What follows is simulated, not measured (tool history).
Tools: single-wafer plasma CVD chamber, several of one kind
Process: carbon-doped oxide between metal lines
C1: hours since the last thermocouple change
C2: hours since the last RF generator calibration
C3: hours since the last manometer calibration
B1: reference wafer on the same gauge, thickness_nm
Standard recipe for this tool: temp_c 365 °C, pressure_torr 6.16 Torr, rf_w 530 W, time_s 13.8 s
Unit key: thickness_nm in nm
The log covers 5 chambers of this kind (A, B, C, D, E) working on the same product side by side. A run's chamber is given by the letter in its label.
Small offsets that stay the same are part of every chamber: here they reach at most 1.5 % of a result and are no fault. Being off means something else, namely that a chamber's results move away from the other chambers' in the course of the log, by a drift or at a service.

Run 1E, hour 5.7: usual settings; C1 1087.5; C2 226.6; C3 1480.9; B1 84.654. Result: thickness_nm 72.711 nm.
Run 2C, hour 12.1: usual settings; C1 592.1; C2 200.5; C3 498.4; B1 84.690. Result: thickness_nm 73.893 nm.
Run 3D, hour 16.6: usual settings; C1 478.3; C2 2093.9; C3 1009.3; B1 84.668. Result: thickness_nm 73.166 nm.
Run 4A, hour 22.8: usual settings; C1 87.3; C2 1234.1; C3 616.3; B1 84.619. Result: thickness_nm 72.629 nm.
Run 5B, hour 25.7: usual settings but pressure_torr 7.63 Torr, time_s 15.8 s; C1 424.3; C2 2188.5; C3 656.6; B1 84.643. Result: thickness_nm 85.151 nm.
Run 6C, hour 29.7: usual settings but pressure_torr 7.63 Torr, time_s 15.8 s; C1 609.7; C2 218.1; C3 516.0; B1 84.621. Result: thickness_nm 85.669 nm.
Run 7B, hour 34.6: usual settings but pressure_torr 7.63 Torr, time_s 15.8 s; C1 433.2; C2 2197.4; C3 665.5; B1 84.627. Result: thickness_nm 85.048 nm.
Run 8A, hour 37.7: usual settings but pressure_torr 7.63 Torr, time_s 15.8 s; C1 102.2; C2 1249.0; C3 631.2; B1 84.625. Result: thickness_nm 84.135 nm.
Run 9E, hour 42.9: usual settings but pressure_torr 7.63 Torr, time_s 15.8 s; C1 1124.7; C2 263.8; C3 1518.1; B1 84.542. Result: thickness_nm 84.570 nm.
Run 10D, hour 45.8: usual settings; C1 507.5; C2 2123.1; C3 1038.5; B1 84.577. Result: thickness_nm 73.110 nm.
Run 11C, hour 51.2: usual settings; C1 631.2; C2 239.6; C3 537.5; B1 84.554. Result: thickness_nm 73.872 nm.
Run 12B, hour 54.5: usual settings; C1 453.1; C2 2217.3; C3 685.4; B1 84.520. Result: thickness_nm 73.380 nm.
Run 13D, hour 60.2: usual settings but temp_c 351 °C, time_s 15.1 s; C1 521.9; C2 2137.5; C3 1052.9; B1 84.518. Result: thickness_nm 82.723 nm.
Run 14A, hour 65.4: usual settings but temp_c 351 °C, time_s 15.1 s; C1 129.9; C2 1276.7; C3 658.9; B1 84.491. Result: thickness_nm 82.243 nm.
Run 15E, hour 68.6: usual settings but temp_c 351 °C, time_s 15.1 s; C1 1150.4; C2 289.5; C3 1543.8; B1 84.517. Result: thickness_nm 82.247 nm.
Run 16E, hour 72.4: usual settings but temp_c 351 °C, time_s 15.1 s; C1 1154.2; C2 293.3; C3 1547.6; B1 84.502. Result: thickness_nm 82.278 nm.
Run 17C, hour 78.8: usual settings but temp_c 351 °C, time_s 15.1 s; C1 658.8; C2 267.2; C3 565.1; B1 84.499. Result: thickness_nm 83.702 nm.
Run 18D, hour 84.2: usual settings; C1 545.9; C2 2161.5; C3 1076.9; B1 84.427. Result: thickness_nm 72.891 nm.
At hour 89.0: chamber A: RF generator calibrated.
Run 19A, hour 89.0: usual settings but pressure_torr 4.81 Torr; C1 153.5; C2 0.1; C3 682.5; B1 84.466. Result: thickness_nm 70.254 nm.
Run 20B, hour 92.8: usual settings but pressure_torr 4.81 Torr; C1 491.4; C2 2255.6; C3 723.7; B1 84.437. Result: thickness_nm 71.121 nm.
Run 21B, hour 98.2: usual settings but pressure_torr 4.81 Torr; C1 496.8; C2 2261.0; C3 729.1; B1 84.418. Result: thickness_nm 70.875 nm.
Run 22D, hour 102.9: usual settings but pressure_torr 4.81 Torr; C1 564.6; C2 2180.2; C3 1095.6; B1 84.404. Result: thickness_nm 70.745 nm.
Run 23A, hour 106.4: usual settings but pressure_torr 4.81 Torr; C1 170.9; C2 17.5; C3 699.9; B1 84.379. Result: thickness_nm 70.267 nm.
Run 24E, hour 112.0: usual settings; C1 1193.8; C2 332.9; C3 1587.2; B1 84.366. Result: thickness_nm 72.485 nm.
Run 25C, hour 117.3: usual settings; C1 697.3; C2 305.7; C3 603.6; B1 84.379. Result: thickness_nm 73.543 nm.
Run 26C, hour 123.1: usual settings; C1 703.1; C2 311.5; C3 609.4; B1 84.355. Result: thickness_nm 73.527 nm.
Run 27B, hour 129.3: usual settings; C1 527.9; C2 2292.1; C3 760.2; B1 84.331. Result: thickness_nm 73.114 nm.
Run 28E, hour 133.5: usual settings; C1 1215.3; C2 354.4; C3 1608.7; B1 84.352. Result: thickness_nm 72.540 nm.
Run 29D, hour 138.0: usual settings; C1 599.7; C2 2215.3; C3 1130.7; B1 84.308. Result: thickness_nm 72.783 nm.
Run 30A, hour 141.2: usual settings; C1 205.7; C2 52.3; C3 734.7; B1 84.298. Result: thickness_nm 72.273 nm.
Run 31B, hour 145.0: usual settings; C1 543.6; C2 2307.8; C3 775.9; B1 84.288. Result: thickness_nm 72.865 nm.
Run 32D, hour 150.6: usual settings; C1 612.3; C2 2227.9; C3 1143.3; B1 84.268. Result: thickness_nm 72.899 nm.
Run 33E, hour 154.5: usual settings; C1 1236.3; C2 375.4; C3 1629.7; B1 84.266. Result: thickness_nm 72.479 nm.

Does one chamber stand apart from the rest, does the shared gauge drift, or is all well apart from small per-chamber offsets? Give the chamber and the most likely cause, where there is one.

It is the gauge, not a chamber: its drift shows up in every chamber's results at once, and no chamber is off.
Cause: gauge reads low (%) = 0.536.

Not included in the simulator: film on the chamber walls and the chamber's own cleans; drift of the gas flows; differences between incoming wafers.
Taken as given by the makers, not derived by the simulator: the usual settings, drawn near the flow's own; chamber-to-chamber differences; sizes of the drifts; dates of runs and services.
